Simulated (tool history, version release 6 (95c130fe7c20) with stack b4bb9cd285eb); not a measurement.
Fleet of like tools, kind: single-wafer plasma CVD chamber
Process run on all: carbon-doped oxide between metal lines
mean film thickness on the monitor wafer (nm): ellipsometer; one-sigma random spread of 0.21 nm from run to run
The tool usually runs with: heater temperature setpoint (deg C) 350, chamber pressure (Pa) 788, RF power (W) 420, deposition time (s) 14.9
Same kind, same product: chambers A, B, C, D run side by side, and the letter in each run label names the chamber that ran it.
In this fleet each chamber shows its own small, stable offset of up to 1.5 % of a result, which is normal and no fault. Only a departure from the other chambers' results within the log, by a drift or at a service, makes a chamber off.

| run | hour | heater temperature setpoint (deg C) | chamber pressure (Pa) | RF power (W) | deposition time (s) | read-back reference wafer on the same gauge, thickness_nm | mean film thickness on the monitor wafer (nm) |
|---|---|---|---|---|---|---|---|
| 1A | 2.6 | 350 | 788 | 420 | 14.9 | 66.212 | 70.093 |
| 2B | 5.1 | 350 | 788 | 420 | 14.9 | 66.198 | 68.641 |
| 3D | 8.2 | 350 | 788 | 420 | 14.9 | 66.209 | 70.258 |
| 4C | 10.8 | 350 | 788 | 420 | 14.9 | 66.188 | 69.677 |
| 5B | 13.9 | 350 | 788 | 420 | 14.9 | 66.185 | 69.029 |
|  | 15.7 | chamber B: RF generator calibrated |
| 6D | 18.0 | 350 | 692 | 465 | 14.9 | 66.186 | 73.900 |
| 7C | 23.4 | 350 | 692 | 465 | 14.9 | 66.183 | 74.118 |
| 8A | 27.6 | 350 | 692 | 465 | 14.9 | 66.190 | 74.109 |
| 9D | 31.0 | 350 | 692 | 465 | 14.9 | 66.165 | 73.950 |
| 10C | 33.5 | 350 | 788 | 420 | 14.9 | 66.197 | 69.065 |
| 11B | 37.9 | 336 | 873 | 420 | 14.9 | 66.199 | 72.876 |
| 12A | 41.7 | 336 | 873 | 420 | 14.9 | 66.186 | 74.279 |
| 13A | 44.5 | 336 | 873 | 420 | 14.9 | 66.148 | 73.469 |
| 14B | 49.2 | 336 | 873 | 420 | 14.9 | 66.210 | 72.713 |
| 15D | 51.9 | 350 | 788 | 420 | 14.9 | 66.259 | 69.315 |
| 16C | 56.8 | 350 | 788 | 420 | 14.9 | 66.214 | 68.584 |
| 17B | 59.9 | 350 | 788 | 420 | 14.9 | 66.176 | 68.892 |
| 18D | 65.1 | 350 | 788 | 420 | 14.9 | 66.276 | 70.049 |
| 19A | 68.2 | 350 | 788 | 360 | 14.9 | 66.234 | 62.493 |
| 20C | 71.9 | 350 | 788 | 360 | 14.9 | 66.165 | 59.863 |
| 21B | 75.0 | 350 | 788 | 360 | 14.9 | 66.210 | 61.604 |
| 22A | 78.8 | 350 | 788 | 360 | 14.9 | 66.122 | 62.304 |
| 23D | 83.6 | 350 | 788 | 420 | 14.9 | 66.206 | 70.176 |
| 24C | 88.2 | 350 | 788 | 420 | 14.9 | 66.169 | 67.387 |

All chambers now run identical settings, listed one chamber a line with results as question marks. What results will each chamber show?
| 25A | 92.2 | 350 | 788 | 420 | 13.7 |  | ? |
| 25B | 92.2 | 350 | 788 | 420 | 13.7 |  | ? |
| 25C | 92.2 | 350 | 788 | 420 | 13.7 |  | ? |
| 25D | 92.2 | 350 | 788 | 420 | 13.7 |  | ? |

| run | mean film thickness on the monitor wafer (nm) |
|---|---|
| 25A | 64.662 |
| 25B | 63.224 |
| 25C | 61.546 |
| 25D | 63.906 |
